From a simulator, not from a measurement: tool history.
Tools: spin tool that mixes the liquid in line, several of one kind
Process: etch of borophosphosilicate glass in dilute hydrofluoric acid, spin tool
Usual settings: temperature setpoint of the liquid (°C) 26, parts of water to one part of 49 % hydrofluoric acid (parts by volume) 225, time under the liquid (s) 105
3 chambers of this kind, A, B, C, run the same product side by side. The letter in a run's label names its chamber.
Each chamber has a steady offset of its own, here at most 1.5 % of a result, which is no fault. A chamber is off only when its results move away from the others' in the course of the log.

run	day	temperature setpoint of the liquid (°C)	parts of water to one part of 49 % hydrofluoric acid (parts by volume)	time under the liquid (s)	read-back film thickness of the borophosphosilicate glass reference wafer, read on the same gauge (nm)	thickness taken off the borophosphosilicate glass on a monitor wafer (nm)
1C	0.112	26	225	105	119.99	13.79
2A	0.321	26	225	105	119.99	13.611
3B	0.571	26	225	105	119.98	13.549
# day 0.592: chamber A: hydrofluoric acid flow meter replaced
4A	0.692	26	225	105	120.02	13.492
5C	0.917	26	225	105	120.02	13.71
6B	1.05	26	155	105	119.99	21.473
7C	1.188	26	155	105	119.96	21.682
8B	1.325	26	155	105	120.01	21.326
9A	1.567	26	225	105	120.01	13.783
10B	1.775	26	225	105	119.99	13.582
11A	2.008	26	225	105	120	13.649
12C	2.242	26	225	105	120.03	13.662
13C	2.446	26	225	105	120	13.744
14B	2.679	26	225	105	119.97	13.644
15A	2.817	26	225	105	119.99	13.875
16C	3.025	26	225	105	119.99	13.777
17A	3.279	26	305	150	120	13.264
18B	3.517	26	305	150	119.98	13.211
19A	3.762	26	305	150	119.99	13.344
20B	4.025	26	225	105	120.01	13.619
21C	4.162	26	225	105	120	13.815
# day 4.229: chamber C: hydrofluoric acid flow meter replaced
22B	4.279	27.5	225	85	119.98	11.571
23C	4.475	27.5	225	85	120.03	11.799
24A	4.612	27.5	225	85	119.97	11.929
25A	4.829	26	225	105	120.04	14.077
26C	5.025	26	225	105	120	13.824
27B	5.2	26	225	105	120.01	13.594
28C	5.4	26	225	105	119.98	13.768
29A	5.604	26	225	105	120.01	14.194
30B	5.771	26	225	105	120.03	13.652
31A	5.908	26	225	105	120.01	14.107
32B	6.142	26	225	55	119.97	7.1409
33C	6.396	26	225	55	120	7.1569
34C	6.521	26	225	55	120.02	7.1953
35A	6.667	26	225	105	120.01	14.249
36B	6.912	26	225	105	119.99	13.627
37A	7.071	26	225	105	120	14.192
38C	7.2	26	225	105	120	13.829

All 3 chambers run these settings next. Forecast each chamber's results:
39A	7.388	26	225	125		?
39B	7.388	26	225	125		?
39C	7.388	26	225	125		?

run	thickness taken off the borophosphosilicate glass on a monitor wafer (nm)
39A	16.973
39B	16.16
39C	16.371

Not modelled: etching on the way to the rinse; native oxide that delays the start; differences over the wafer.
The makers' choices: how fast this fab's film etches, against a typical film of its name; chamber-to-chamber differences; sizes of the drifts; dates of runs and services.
